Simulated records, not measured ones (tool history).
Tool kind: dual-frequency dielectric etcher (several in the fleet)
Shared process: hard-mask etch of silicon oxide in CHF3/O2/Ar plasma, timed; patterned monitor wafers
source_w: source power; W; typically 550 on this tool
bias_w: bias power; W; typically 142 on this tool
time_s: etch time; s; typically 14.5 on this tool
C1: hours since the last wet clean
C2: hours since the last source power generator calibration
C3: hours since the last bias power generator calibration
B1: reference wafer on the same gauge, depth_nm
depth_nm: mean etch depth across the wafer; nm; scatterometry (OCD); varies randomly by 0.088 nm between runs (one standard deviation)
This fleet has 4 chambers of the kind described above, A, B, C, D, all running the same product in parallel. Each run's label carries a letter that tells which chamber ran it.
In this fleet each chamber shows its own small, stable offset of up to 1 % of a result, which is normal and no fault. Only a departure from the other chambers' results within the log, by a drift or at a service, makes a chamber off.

Run 1C, hour 9.6: usual settings; C1 181.6; C2 801.0; C3 741.4; B1 22.895. Result: depth_nm 25.393 nm.
Run 2D, hour 19.6: usual settings; C1 222.7; C2 2854.2; C3 2234.8; B1 22.885. Result: depth_nm 25.724 nm.
Run 3B, hour 26.8: usual settings; C1 155.6; C2 1008.2; C3 511.3; B1 22.923. Result: depth_nm 25.406 nm.
Run 4A, hour 36.4: usual settings; C1 158.1; C2 1287.1; C3 1194.6; B1 22.907. Result: depth_nm 25.930 nm.
Run 5B, hour 44.2: usual settings but source_w 490 W, time_s 17.5 s; C1 173.0; C2 1025.6; C3 528.7; B1 22.883. Result: depth_nm 29.234 nm.
Run 6A, hour 53.6: usual settings but source_w 490 W, time_s 17.5 s; C1 175.3; C2 1304.3; C3 1211.8; B1 22.901. Result: depth_nm 29.951 nm.
Run 7D, hour 66.9: usual settings but source_w 490 W, time_s 17.5 s; C1 270.0; C2 2901.5; C3 2282.1; B1 22.891. Result: depth_nm 29.648 nm.
Run 8C, hour 74.9: usual settings but source_w 490 W, time_s 17.5 s; C1 246.9; C2 866.3; C3 806.7; B1 22.894. Result: depth_nm 29.118 nm.
Run 9A, hour 81.2: usual settings; C1 202.9; C2 1331.9; C3 1239.4; B1 22.904. Result: depth_nm 25.878 nm.
Run 10D, hour 87.7: usual settings; C1 290.8; C2 2922.3; C3 2302.9; B1 22.899. Result: depth_nm 25.610 nm.
Run 11B, hour 100.3: usual settings; C1 229.1; C2 1081.7; C3 584.8; B1 22.909. Result: depth_nm 25.301 nm.
Run 12C, hour 113.4: usual settings; C1 285.4; C2 904.8; C3 845.2; B1 22.908. Result: depth_nm 25.390 nm.
Run 13A, hour 124.1: usual settings; C1 245.8; C2 1374.8; C3 1282.3; B1 22.883. Result: depth_nm 25.810 nm.
Run 14D, hour 136.3: usual settings; C1 339.4; C2 2970.9; C3 2351.5; B1 22.907. Result: depth_nm 25.567 nm.
Run 15B, hour 148.0: usual settings but source_w 660 W, time_s 16.5 s; C1 276.8; C2 1129.4; C3 632.5; B1 22.907. Result: depth_nm 30.961 nm.
Run 16C, hour 155.9: usual settings but source_w 660 W, time_s 16.5 s; C1 327.9; C2 947.3; C3 887.7; B1 22.927. Result: depth_nm 31.076 nm.
Run 17D, hour 165.2: usual settings but source_w 660 W, time_s 16.5 s; C1 368.3; C2 2999.8; C3 2380.4; B1 22.913. Result: depth_nm 31.271 nm.
Run 18B, hour 174.4: usual settings but source_w 660 W, time_s 16.5 s; C1 303.2; C2 1155.8; C3 658.9; B1 22.895. Result: depth_nm 30.996 nm.
Run 19A, hour 181.2: usual settings; C1 302.9; C2 1431.9; C3 1339.4; B1 22.889. Result: depth_nm 25.984 nm.
Run 20C, hour 189.9: usual settings; C1 361.9; C2 981.3; C3 921.7; B1 22.912. Result: depth_nm 25.373 nm.
Run 21C, hour 202.5: usual settings; C1 374.5; C2 993.9; C3 934.3; B1 22.909. Result: depth_nm 25.161 nm.
Run 22D, hour 209.3: usual settings; C1 412.4; C2 3043.9; C3 2424.5; B1 22.884. Result: depth_nm 25.619 nm.
Run 23A, hour 220.5: usual settings; C1 342.2; C2 1471.2; C3 1378.7; B1 22.896. Result: depth_nm 25.766 nm.
Run 24B, hour 232.6: usual settings; C1 361.4; C2 1214.0; C3 717.1; B1 22.887. Result: depth_nm 25.247 nm.
At hour 238.5: chamber B: wet clean of the chamber.
At hour 241.0: chamber D: wet clean of the chamber.
Run 25D, hour 245.3: usual settings; C1 4.4; C2 3079.9; C3 2460.5; B1 22.913. Result: depth_nm 25.108 nm.
Run 26B, hour 253.0: usual settings; C1 14.6; C2 1234.4; C3 737.5; B1 22.901. Result: depth_nm 25.505 nm.
Run 27C, hour 263.7: usual settings; C1 435.7; C2 1055.1; C3 995.5; B1 22.893. Result: depth_nm 25.442 nm.
At hour 271.4: chamber A: wet clean of the chamber.
Run 28A, hour 276.1: usual settings but source_w 640 W, bias_w 164 W; C1 4.7; C2 1526.8; C3 1434.3; B1 22.882. Result: depth_nm 28.803 nm.
At hour 278.5: chamber D: source power generator calibrated.
Run 29B, hour 287.5: usual settings but source_w 640 W, bias_w 164 W; C1 49.1; C2 1268.9; C3 772.0; B1 22.913. Result: depth_nm 28.308 nm.
Run 30A, hour 300.0: usual settings but source_w 640 W, bias_w 164 W; C1 28.6; C2 1550.7; C3 1458.2; B1 22.885. Result: depth_nm 28.571 nm.
Run 31D, hour 308.5: usual settings but source_w 640 W, bias_w 164 W; C1 67.6; C2 30.1; C3 2523.7; B1 22.903. Result: depth_nm 27.727 nm.
Run 32C, hour 317.5: usual settings; C1 489.5; C2 1108.9; C3 1049.3; B1 22.898. Result: depth_nm 25.485 nm.
Run 33A, hour 323.8: usual settings but source_w 420 W, time_s 11.0 s; C1 52.4; C2 1574.5; C3 1482.0; B1 22.886. Result: depth_nm 17.673 nm.
Run 34B, hour 331.3: usual settings but source_w 420 W, time_s 11.0 s; C1 92.9; C2 1312.7; C3 815.8; B1 22.894. Result: depth_nm 17.414 nm.
Run 35C, hour 337.5: usual settings but source_w 420 W, time_s 11.0 s; C1 509.5; C2 1128.9; C3 1069.3; B1 22.917. Result: depth_nm 17.332 nm.
Run 36D, hour 350.3: usual settings but source_w 420 W, time_s 11.0 s; C1 109.4; C2 71.9; C3 2565.5; B1 22.907. Result: depth_nm 17.150 nm.
Run 37B, hour 357.3: usual settings; C1 118.9; C2 1338.7; C3 841.8; B1 22.887. Result: depth_nm 25.267 nm.
Run 38A, hour 366.7: usual settings; C1 95.3; C2 1617.4; C3 1524.9; B1 22.890. Result: depth_nm 25.908 nm.
Run 39D, hour 378.0: usual settings; C1 137.1; C2 99.6; C3 2593.2; B1 22.906. Result: depth_nm 25.199 nm.
Run 40C, hour 385.7: usual settings; C1 557.7; C2 1177.1; C3 1117.5; B1 22.884. Result: depth_nm 25.471 nm.

All 4 chambers run these settings next. Forecast each chamber's results:
Run 41A, hour 395.5: usual settings but time_s 12.5 s. Result: depth_nm ?.
Run 41B, hour 395.5: usual settings but time_s 12.5 s. Result: depth_nm ?.
Run 41C, hour 395.5: usual settings but time_s 12.5 s. Result: depth_nm ?.
Run 41D, hour 395.5: usual settings but time_s 12.5 s. Result: depth_nm ?.

run  depth_nm
41A    22.128
41B    21.883
41C    21.794
41D    21.554

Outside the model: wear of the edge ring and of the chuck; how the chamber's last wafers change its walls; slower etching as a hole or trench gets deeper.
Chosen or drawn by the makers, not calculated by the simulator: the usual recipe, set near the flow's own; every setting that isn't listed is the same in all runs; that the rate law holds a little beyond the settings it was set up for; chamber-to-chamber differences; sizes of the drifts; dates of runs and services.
